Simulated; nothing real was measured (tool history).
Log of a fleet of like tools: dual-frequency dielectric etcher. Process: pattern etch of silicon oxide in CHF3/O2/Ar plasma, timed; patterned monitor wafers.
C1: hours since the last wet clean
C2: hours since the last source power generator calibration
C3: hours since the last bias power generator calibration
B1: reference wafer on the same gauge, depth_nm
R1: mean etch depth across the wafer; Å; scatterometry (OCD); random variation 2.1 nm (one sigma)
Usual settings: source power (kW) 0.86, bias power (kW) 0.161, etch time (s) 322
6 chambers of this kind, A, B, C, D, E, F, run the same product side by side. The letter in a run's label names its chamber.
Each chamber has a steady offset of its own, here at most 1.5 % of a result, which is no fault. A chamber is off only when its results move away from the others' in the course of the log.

{"run": "1A", "hour": 4.3, "source power (kW)": 0.86, "bias power (kW)": 0.161, "etch time (s)": 322, "C1": 38, "C2": 3639, "C3": 1698.9, "B1": 702.38, "R1": 7044.1}
{"run": "2B", "hour": 8.5, "source power (kW)": 0.86, "bias power (kW)": 0.161, "etch time (s)": 322, "C1": 462.7, "C2": 103.9, "C3": 2720.8, "B1": 702.75, "R1": 7053}
{"run": "3C", "hour": 11.8, "source power (kW)": 0.86, "bias power (kW)": 0.161, "etch time (s)": 322, "C1": 514.2, "C2": 5043.9, "C3": 2042.7, "B1": 702.39, "R1": 7040.8}
{"hour": 12.2, "done": "chamber C: wet clean of the chamber"}
{"run": "4E", "hour": 14.8, "source power (kW)": 0.86, "bias power (kW)": 0.161, "etch time (s)": 322, "C1": 383.7, "C2": 1090.8, "C3": 607, "B1": 702.43, "R1": 7021.4}
{"run": "5D", "hour": 19.3, "source power (kW)": 1.01, "bias power (kW)": 0.161, "etch time (s)": 322, "C1": 139.3, "C2": 1745.6, "C3": 148.7, "B1": 701.47, "R1": 7579.8}
{"run": "6F", "hour": 22.1, "source power (kW)": 1.01, "bias power (kW)": 0.161, "etch time (s)": 322, "C1": 143.5, "C2": 637, "C3": 2354.1, "B1": 701.88, "R1": 7512.5}
{"run": "7B", "hour": 26.7, "source power (kW)": 1.01, "bias power (kW)": 0.161, "etch time (s)": 322, "C1": 480.9, "C2": 122.1, "C3": 2739, "B1": 702.53, "R1": 7535.9}
{"run": "8A", "hour": 31.9, "source power (kW)": 1.01, "bias power (kW)": 0.161, "etch time (s)": 322, "C1": 65.6, "C2": 3666.6, "C3": 1726.5, "B1": 702.08, "R1": 7516.9}
{"run": "9E", "hour": 35.5, "source power (kW)": 1.01, "bias power (kW)": 0.161, "etch time (s)": 322, "C1": 404.4, "C2": 1111.5, "C3": 627.7, "B1": 702.04, "R1": 7479.9}
{"run": "10F", "hour": 38.2, "source power (kW)": 1.01, "bias power (kW)": 0.161, "etch time (s)": 322, "C1": 159.6, "C2": 653.1, "C3": 2370.2, "B1": 702.05, "R1": 7511.1}
{"hour": 39.0, "done": "chamber B: wet clean of the chamber"}
{"run": "11C", "hour": 41.8, "source power (kW)": 0.71, "bias power (kW)": 0.161, "etch time (s)": 322, "C1": 29.6, "C2": 5073.9, "C3": 2072.7, "B1": 701.94, "R1": 6535.2}
{"run": "12D", "hour": 46.8, "source power (kW)": 0.71, "bias power (kW)": 0.161, "etch time (s)": 322, "C1": 166.8, "C2": 1773.1, "C3": 176.2, "B1": 701.93, "R1": 6630.7}
{"run": "13E", "hour": 51.7, "source power (kW)": 0.71, "bias power (kW)": 0.161, "etch time (s)": 322, "C1": 420.6, "C2": 1127.7, "C3": 643.9, "B1": 702.42, "R1": 6480.7}
{"run": "14A", "hour": 57.0, "source power (kW)": 0.71, "bias power (kW)": 0.161, "etch time (s)": 322, "C1": 90.7, "C2": 3691.7, "C3": 1751.6, "B1": 701.96, "R1": 6571.7}
{"run": "15C", "hour": 59.8, "source power (kW)": 0.71, "bias power (kW)": 0.161, "etch time (s)": 322, "C1": 47.6, "C2": 5091.9, "C3": 2090.7, "B1": 702.6, "R1": 6553.1}
{"run": "16B", "hour": 65.1, "source power (kW)": 0.71, "bias power (kW)": 0.161, "etch time (s)": 322, "C1": 26.1, "C2": 160.5, "C3": 2777.4, "B1": 701.81, "R1": 6537}
{"run": "17D", "hour": 69.8, "source power (kW)": 0.86, "bias power (kW)": 0.161, "etch time (s)": 322, "C1": 189.8, "C2": 1796.1, "C3": 199.2, "B1": 702.23, "R1": 7109}
{"run": "18F", "hour": 72.4, "source power (kW)": 0.86, "bias power (kW)": 0.161, "etch time (s)": 322, "C1": 193.8, "C2": 687.3, "C3": 2404.4, "B1": 701.92, "R1": 7050.7}
{"run": "19C", "hour": 76.2, "source power (kW)": 0.71, "bias power (kW)": 0.187, "etch time (s)": 322, "C1": 64, "C2": 5108.3, "C3": 2107.1, "B1": 702.12, "R1": 6910.5}
{"run": "20E", "hour": 80.6, "source power (kW)": 0.71, "bias power (kW)": 0.187, "etch time (s)": 322, "C1": 449.5, "C2": 1156.6, "C3": 672.8, "B1": 701.79, "R1": 6874.6}
{"run": "21A", "hour": 84.7, "source power (kW)": 0.71, "bias power (kW)": 0.187, "etch time (s)": 322, "C1": 118.4, "C2": 3719.4, "C3": 1779.3, "B1": 701.77, "R1": 6873.4}
{"run": "22D", "hour": 89.1, "source power (kW)": 0.71, "bias power (kW)": 0.187, "etch time (s)": 322, "C1": 209.1, "C2": 1815.4, "C3": 218.5, "B1": 701.93, "R1": 6972.5}
{"hour": 93.4, "done": "chamber E: wet clean of the chamber"}
{"run": "23F", "hour": 94.0, "source power (kW)": 0.71, "bias power (kW)": 0.187, "etch time (s)": 322, "C1": 215.4, "C2": 708.9, "C3": 2426, "B1": 702.12, "R1": 6867.2}
{"run": "24B", "hour": 98.3, "source power (kW)": 0.71, "bias power (kW)": 0.187, "etch time (s)": 322, "C1": 59.3, "C2": 193.7, "C3": 2810.6, "B1": 701.87, "R1": 6891.8}
{"run": "25B", "hour": 102.4, "source power (kW)": 0.86, "bias power (kW)": 0.195, "etch time (s)": 322, "C1": 63.4, "C2": 197.8, "C3": 2814.7, "B1": 702.22, "R1": 7525.4}
{"run": "26F", "hour": 106.3, "source power (kW)": 0.86, "bias power (kW)": 0.195, "etch time (s)": 322, "C1": 227.7, "C2": 721.2, "C3": 2438.3, "B1": 701.81, "R1": 7471.4}
{"run": "27E", "hour": 109.0, "source power (kW)": 0.86, "bias power (kW)": 0.195, "etch time (s)": 322, "C1": 15.7, "C2": 1185, "C3": 701.2, "B1": 701.96, "R1": 7452.3}
{"run": "28C", "hour": 112.4, "source power (kW)": 0.86, "bias power (kW)": 0.195, "etch time (s)": 322, "C1": 100.2, "C2": 5144.5, "C3": 2143.3, "B1": 701.76, "R1": 7495.4}
{"run": "29D", "hour": 116.6, "source power (kW)": 0.86, "bias power (kW)": 0.195, "etch time (s)": 322, "C1": 236.6, "C2": 1842.9, "C3": 246, "B1": 702.73, "R1": 7599.1}
{"run": "30A", "hour": 119.5, "source power (kW)": 0.86, "bias power (kW)": 0.195, "etch time (s)": 322, "C1": 153.2, "C2": 3754.2, "C3": 1814.1, "B1": 702.13, "R1": 7534.3}
{"run": "31F", "hour": 122.9, "source power (kW)": 0.86, "bias power (kW)": 0.161, "etch time (s)": 322, "C1": 244.3, "C2": 737.8, "C3": 2454.9, "B1": 701.81, "R1": 7016.3}
{"run": "32D", "hour": 128.0, "source power (kW)": 0.86, "bias power (kW)": 0.161, "etch time (s)": 322, "C1": 248, "C2": 1854.3, "C3": 257.4, "B1": 701.75, "R1": 7158.3}
{"run": "33E", "hour": 132.6, "source power (kW)": 0.86, "bias power (kW)": 0.161, "etch time (s)": 322, "C1": 39.3, "C2": 1208.6, "C3": 724.8, "B1": 701.57, "R1": 7023}
{"hour": 134.1, "done": "chamber C: source power generator calibrated"}
{"run": "34A", "hour": 136.2, "source power (kW)": 0.86, "bias power (kW)": 0.161, "etch time (s)": 322, "C1": 169.9, "C2": 3770.9, "C3": 1830.8, "B1": 701.58, "R1": 7032.9}
{"run": "35C", "hour": 139.9, "source power (kW)": 0.86, "bias power (kW)": 0.161, "etch time (s)": 322, "C1": 127.7, "C2": 5.8, "C3": 2170.8, "B1": 702.07, "R1": 7023.2}
{"run": "36B", "hour": 143.2, "source power (kW)": 0.86, "bias power (kW)": 0.161, "etch time (s)": 322, "C1": 104.2, "C2": 238.6, "C3": 2855.5, "B1": 701.56, "R1": 7105.5}
{"run": "37C", "hour": 147.1, "source power (kW)": 0.86, "bias power (kW)": 0.161, "etch time (s)": 322, "C1": 134.9, "C2": 13, "C3": 2178, "B1": 702.14, "R1": 7028.9}
{"run": "38D", "hour": 149.8, "source power (kW)": 0.93, "bias power (kW)": 0.161, "etch time (s)": 322, "C1": 269.8, "C2": 1876.1, "C3": 279.2, "B1": 702.02, "R1": 7373.2}
{"run": "39F", "hour": 152.6, "source power (kW)": 0.93, "bias power (kW)": 0.161, "etch time (s)": 322, "C1": 274, "C2": 767.5, "C3": 2484.6, "B1": 702.29, "R1": 7252.9}
{"run": "40E", "hour": 156.7, "source power (kW)": 0.93, "bias power (kW)": 0.161, "etch time (s)": 322, "C1": 63.4, "C2": 1232.7, "C3": 748.9, "B1": 701.87, "R1": 7222.4}
{"run": "41B", "hour": 161.6, "source power (kW)": 0.93, "bias power (kW)": 0.161, "etch time (s)": 322, "C1": 122.6, "C2": 257, "C3": 2873.9, "B1": 702.05, "R1": 7331.2}

Next, every chamber runs the same settings. What will each give?
{"run": "42A", "hour": 165.4, "source power (kW)": 0.86, "bias power (kW)": 0.161, "etch time (s)": 271.5, "R1": "?"}
{"run": "42B", "hour": 165.4, "source power (kW)": 0.86, "bias power (kW)": 0.161, "etch time (s)": 271.5, "R1": "?"}
{"run": "42C", "hour": 165.4, "source power (kW)": 0.86, "bias power (kW)": 0.161, "etch time (s)": 271.5, "R1": "?"}
{"run": "42D", "hour": 165.4, "source power (kW)": 0.86, "bias power (kW)": 0.161, "etch time (s)": 271.5, "R1": "?"}
{"run": "42E", "hour": 165.4, "source power (kW)": 0.86, "bias power (kW)": 0.161, "etch time (s)": 271.5, "R1": "?"}
{"run": "42F", "hour": 165.4, "source power (kW)": 0.86, "bias power (kW)": 0.161, "etch time (s)": 271.5, "R1": "?"}

run=42A R1=5896.7
run=42B R1=5982.7
run=42C R1=5932.8
run=42D R1=6040.2
run=42E R1=5912.3
run=42F R1=5940.4
